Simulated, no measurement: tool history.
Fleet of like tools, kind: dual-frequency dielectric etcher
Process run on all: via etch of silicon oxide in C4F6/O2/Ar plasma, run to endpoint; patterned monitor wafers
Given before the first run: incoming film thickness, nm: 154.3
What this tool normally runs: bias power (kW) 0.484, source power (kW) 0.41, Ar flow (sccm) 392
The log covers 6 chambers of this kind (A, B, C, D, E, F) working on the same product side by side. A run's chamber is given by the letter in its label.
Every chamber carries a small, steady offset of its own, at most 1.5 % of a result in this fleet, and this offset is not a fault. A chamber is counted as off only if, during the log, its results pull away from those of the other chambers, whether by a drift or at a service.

-- hour=4.6 chamber A: Ar flow controller replaced
run 1C hour=11.2 | bias_power_(kW)=0.484 source_power_(kW)=0.41 Ar_flow_(sccm)=392 | endpoint_time_(s)=35.256
run 2D hour=19.5 | bias_power_(kW)=0.484 source_power_(kW)=0.41 Ar_flow_(sccm)=392 | endpoint_time_(s)=34.958
run 3F hour=27 | bias_power_(kW)=0.484 source_power_(kW)=0.41 Ar_flow_(sccm)=392 | endpoint_time_(s)=35.1
run 4B hour=33.8 | bias_power_(kW)=0.484 source_power_(kW)=0.41 Ar_flow_(sccm)=392 | endpoint_time_(s)=35.268
run 5A hour=46.3 | bias_power_(kW)=0.484 source_power_(kW)=0.41 Ar_flow_(sccm)=392 | endpoint_time_(s)=34.962
run 6E hour=54.1 | bias_power_(kW)=0.484 source_power_(kW)=0.41 Ar_flow_(sccm)=392 | endpoint_time_(s)=35.541
run 7E hour=68.5 | bias_power_(kW)=0.565 source_power_(kW)=0.41 Ar_flow_(sccm)=300 | endpoint_time_(s)=32.5
run 8B hour=77 | bias_power_(kW)=0.565 source_power_(kW)=0.41 Ar_flow_(sccm)=300 | endpoint_time_(s)=32.532
run 9D hour=84.5 | bias_power_(kW)=0.565 source_power_(kW)=0.41 Ar_flow_(sccm)=300 | endpoint_time_(s)=32.012
run 10A hour=94.1 | bias_power_(kW)=0.565 source_power_(kW)=0.41 Ar_flow_(sccm)=300 | endpoint_time_(s)=32.17
run 11F hour=105.8 | bias_power_(kW)=0.565 source_power_(kW)=0.41 Ar_flow_(sccm)=300 | endpoint_time_(s)=31.931
run 12C hour=112.3 | bias_power_(kW)=0.565 source_power_(kW)=0.41 Ar_flow_(sccm)=300 | endpoint_time_(s)=32.54
run 13E hour=126.8 | bias_power_(kW)=0.484 source_power_(kW)=0.41 Ar_flow_(sccm)=310 | endpoint_time_(s)=34.496
-- hour=139.9 chamber F: wet clean of the chamber
run 14F hour=140.3 | bias_power_(kW)=0.484 source_power_(kW)=0.41 Ar_flow_(sccm)=310 | endpoint_time_(s)=34.221
run 15A hour=149.3 | bias_power_(kW)=0.484 source_power_(kW)=0.41 Ar_flow_(sccm)=310 | endpoint_time_(s)=34.249
run 16B hour=163.5 | bias_power_(kW)=0.484 source_power_(kW)=0.41 Ar_flow_(sccm)=310 | endpoint_time_(s)=34.744
run 17C hour=177.7 | bias_power_(kW)=0.484 source_power_(kW)=0.41 Ar_flow_(sccm)=310 | endpoint_time_(s)=34.516
-- hour=181.4 chamber E: wet clean of the chamber
-- hour=187 chamber B: wet clean of the chamber
run 18D hour=191.8 | bias_power_(kW)=0.484 source_power_(kW)=0.41 Ar_flow_(sccm)=310 | endpoint_time_(s)=34.146
-- hour=202.7 chamber D: wet clean of the chamber
run 19C hour=205.6 | bias_power_(kW)=0.484 source_power_(kW)=0.41 Ar_flow_(sccm)=392 | endpoint_time_(s)=35.42
run 20E hour=220.3 | bias_power_(kW)=0.595 source_power_(kW)=0.41 Ar_flow_(sccm)=458 | endpoint_time_(s)=33.319
run 21A hour=226.8 | bias_power_(kW)=0.595 source_power_(kW)=0.41 Ar_flow_(sccm)=458 | endpoint_time_(s)=33.319
run 22B hour=233.3 | bias_power_(kW)=0.595 source_power_(kW)=0.41 Ar_flow_(sccm)=458 | endpoint_time_(s)=33.479
run 23F hour=239.8 | bias_power_(kW)=0.595 source_power_(kW)=0.41 Ar_flow_(sccm)=458 | endpoint_time_(s)=33.042
run 24D hour=251 | bias_power_(kW)=0.595 source_power_(kW)=0.41 Ar_flow_(sccm)=458 | endpoint_time_(s)=32.783
run 25B hour=262.6 | bias_power_(kW)=0.595 source_power_(kW)=0.41 Ar_flow_(sccm)=458 | endpoint_time_(s)=33.517
run 26A hour=275.2 | bias_power_(kW)=0.484 source_power_(kW)=0.41 Ar_flow_(sccm)=392 | endpoint_time_(s)=35.564
run 27D hour=289.3 | bias_power_(kW)=0.484 source_power_(kW)=0.41 Ar_flow_(sccm)=392 | endpoint_time_(s)=34.876
run 28C hour=302.6 | bias_power_(kW)=0.565 source_power_(kW)=0.41 Ar_flow_(sccm)=392 | endpoint_time_(s)=33.401
run 29E hour=314.9 | bias_power_(kW)=0.565 source_power_(kW)=0.41 Ar_flow_(sccm)=392 | endpoint_time_(s)=33.341
run 30F hour=329.3 | bias_power_(kW)=0.565 source_power_(kW)=0.41 Ar_flow_(sccm)=392 | endpoint_time_(s)=33.18
run 31D hour=341.4 | bias_power_(kW)=0.565 source_power_(kW)=0.41 Ar_flow_(sccm)=392 | endpoint_time_(s)=32.982
run 32C hour=349.4 | bias_power_(kW)=0.565 source_power_(kW)=0.41 Ar_flow_(sccm)=392 | endpoint_time_(s)=33.308
run 33A hour=357.6 | bias_power_(kW)=0.565 source_power_(kW)=0.41 Ar_flow_(sccm)=392 | endpoint_time_(s)=33.856
run 34B hour=369.4 | bias_power_(kW)=0.484 source_power_(kW)=0.41 Ar_flow_(sccm)=392 | endpoint_time_(s)=35.576
run 35F hour=380.8 | bias_power_(kW)=0.484 source_power_(kW)=0.41 Ar_flow_(sccm)=392 | endpoint_time_(s)=35.059
run 36E hour=388.5 | bias_power_(kW)=0.484 source_power_(kW)=0.41 Ar_flow_(sccm)=392 | endpoint_time_(s)=35.264
run 37D hour=395.2 | bias_power_(kW)=0.484 source_power_(kW)=0.41 Ar_flow_(sccm)=392 | endpoint_time_(s)=34.839
run 38E hour=406 | bias_power_(kW)=0.484 source_power_(kW)=0.41 Ar_flow_(sccm)=392 | endpoint_time_(s)=35.217
run 39F hour=420.7 | bias_power_(kW)=0.484 source_power_(kW)=0.41 Ar_flow_(sccm)=392 | endpoint_time_(s)=35.019

Next, all 6 chambers run the settings below, one line each with question marks for the results. What does each chamber give?
run 40A hour=431.4 | bias_power_(kW)=0.484 source_power_(kW)=0.45 Ar_flow_(sccm)=392 | endpoint_time_(s)=?
run 40B hour=431.4 | bias_power_(kW)=0.484 source_power_(kW)=0.45 Ar_flow_(sccm)=392 | endpoint_time_(s)=?
run 40C hour=431.4 | bias_power_(kW)=0.484 source_power_(kW)=0.45 Ar_flow_(sccm)=392 | endpoint_time_(s)=?
run 40D hour=431.4 | bias_power_(kW)=0.484 source_power_(kW)=0.45 Ar_flow_(sccm)=392 | endpoint_time_(s)=?
run 40E hour=431.4 | bias_power_(kW)=0.484 source_power_(kW)=0.45 Ar_flow_(sccm)=392 | endpoint_time_(s)=?
run 40F hour=431.4 | bias_power_(kW)=0.484 source_power_(kW)=0.45 Ar_flow_(sccm)=392 | endpoint_time_(s)=?

run=40A endpoint_time_(s)=34.887
run=40B endpoint_time_(s)=34.536
run=40C endpoint_time_(s)=34.072
run=40D endpoint_time_(s)=33.898
run=40E endpoint_time_(s)=34.119
run=40F endpoint_time_(s)=33.996
